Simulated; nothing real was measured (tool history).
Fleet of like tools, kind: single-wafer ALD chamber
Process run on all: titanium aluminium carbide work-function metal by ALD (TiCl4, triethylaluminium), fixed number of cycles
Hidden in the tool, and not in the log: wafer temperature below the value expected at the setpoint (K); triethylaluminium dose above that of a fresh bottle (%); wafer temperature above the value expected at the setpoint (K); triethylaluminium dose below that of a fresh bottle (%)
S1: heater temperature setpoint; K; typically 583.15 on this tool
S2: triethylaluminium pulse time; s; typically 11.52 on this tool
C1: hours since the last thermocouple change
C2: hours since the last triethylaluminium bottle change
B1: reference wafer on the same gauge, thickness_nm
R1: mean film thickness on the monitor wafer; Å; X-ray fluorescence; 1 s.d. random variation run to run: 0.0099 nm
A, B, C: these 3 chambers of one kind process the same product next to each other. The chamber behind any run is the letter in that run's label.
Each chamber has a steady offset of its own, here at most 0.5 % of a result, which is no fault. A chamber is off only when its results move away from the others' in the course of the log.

At hour 2.5: chamber C: thermocouple changed; heater temperature recalibrated.
Run 1C, hour 3.5: usual settings; C1 1.1; C2 610.2; B1 1.8392. Result: R1 21.246 Å.
Run 2B, hour 9.0: usual settings; C1 125.7; C2 288.7; B1 1.8394. Result: R1 21.048 Å.
Run 3A, hour 12.9: usual settings; C1 1307.5; C2 163.2; B1 1.8399. Result: R1 21.193 Å.
Run 4C, hour 16.9: usual settings; C1 14.5; C2 623.6; B1 1.8400. Result: R1 21.166 Å.
Run 5A, hour 20.6: usual settings; C1 1315.2; C2 170.9; B1 1.8416. Result: R1 21.215 Å.
Run 6B, hour 26.9: usual settings but S1 592.15 K, S2 8.87 s; C1 143.6; C2 306.6; B1 1.8413. Result: R1 21.246 Å.
Run 7A, hour 31.1: usual settings but S1 592.15 K, S2 8.87 s; C1 1325.7; C2 181.4; B1 1.8385. Result: R1 21.285 Å.
Run 8C, hour 35.4: usual settings but S1 592.15 K, S2 8.87 s; C1 33.0; C2 642.1; B1 1.8401. Result: R1 21.413 Å.
Run 9B, hour 38.6: usual settings; C1 155.3; C2 318.3; B1 1.8399. Result: R1 20.909 Å.
Run 10A, hour 42.5: usual settings; C1 1337.1; C2 192.8; B1 1.8378. Result: R1 21.140 Å.
Run 11C, hour 47.1: usual settings but S2 8.80 s; C1 44.7; C2 653.8; B1 1.8403. Result: R1 20.593 Å.
Run 12B, hour 52.5: usual settings but S2 8.80 s; C1 169.2; C2 332.2; B1 1.8398. Result: R1 20.321 Å.
Run 13A, hour 56.6: usual settings but S2 8.80 s; C1 1351.2; C2 206.9; B1 1.8403. Result: R1 20.480 Å.
Run 14C, hour 61.2: usual settings; C1 58.8; C2 667.9; B1 1.8391. Result: R1 21.044 Å.
Run 15B, hour 64.8: usual settings; C1 181.5; C2 344.5; B1 1.8373. Result: R1 21.165 Å.
Run 16C, hour 70.6: usual settings but S2 7.89 s; C1 68.2; C2 677.3; B1 1.8403. Result: R1 20.239 Å.
Run 17A, hour 77.4: usual settings but S2 7.89 s; C1 1372.0; C2 227.7; B1 1.8372. Result: R1 20.236 Å.
Run 18B, hour 81.9: usual settings but S2 7.89 s; C1 198.6; C2 361.6; B1 1.8405. Result: R1 20.063 Å.
Run 19A, hour 88.0: usual settings; C1 1382.6; C2 238.3; B1 1.8409. Result: R1 21.310 Å.
Run 20B, hour 94.4: usual settings; C1 211.1; C2 374.1; B1 1.8394. Result: R1 21.303 Å.
Run 21C, hour 101.8: usual settings; C1 99.4; C2 708.5; B1 1.8403. Result: R1 21.236 Å.

Each of the 3 chambers runs these same settings next. Fill in every chamber's results:
Run 22A, hour 107.1: usual settings. Result: R1 ?.
Run 22B, hour 107.1: usual settings. Result: R1 ?.
Run 22C, hour 107.1: usual settings. Result: R1 ?.

run      R1
22A  21.107
22B  21.200
22C  21.377
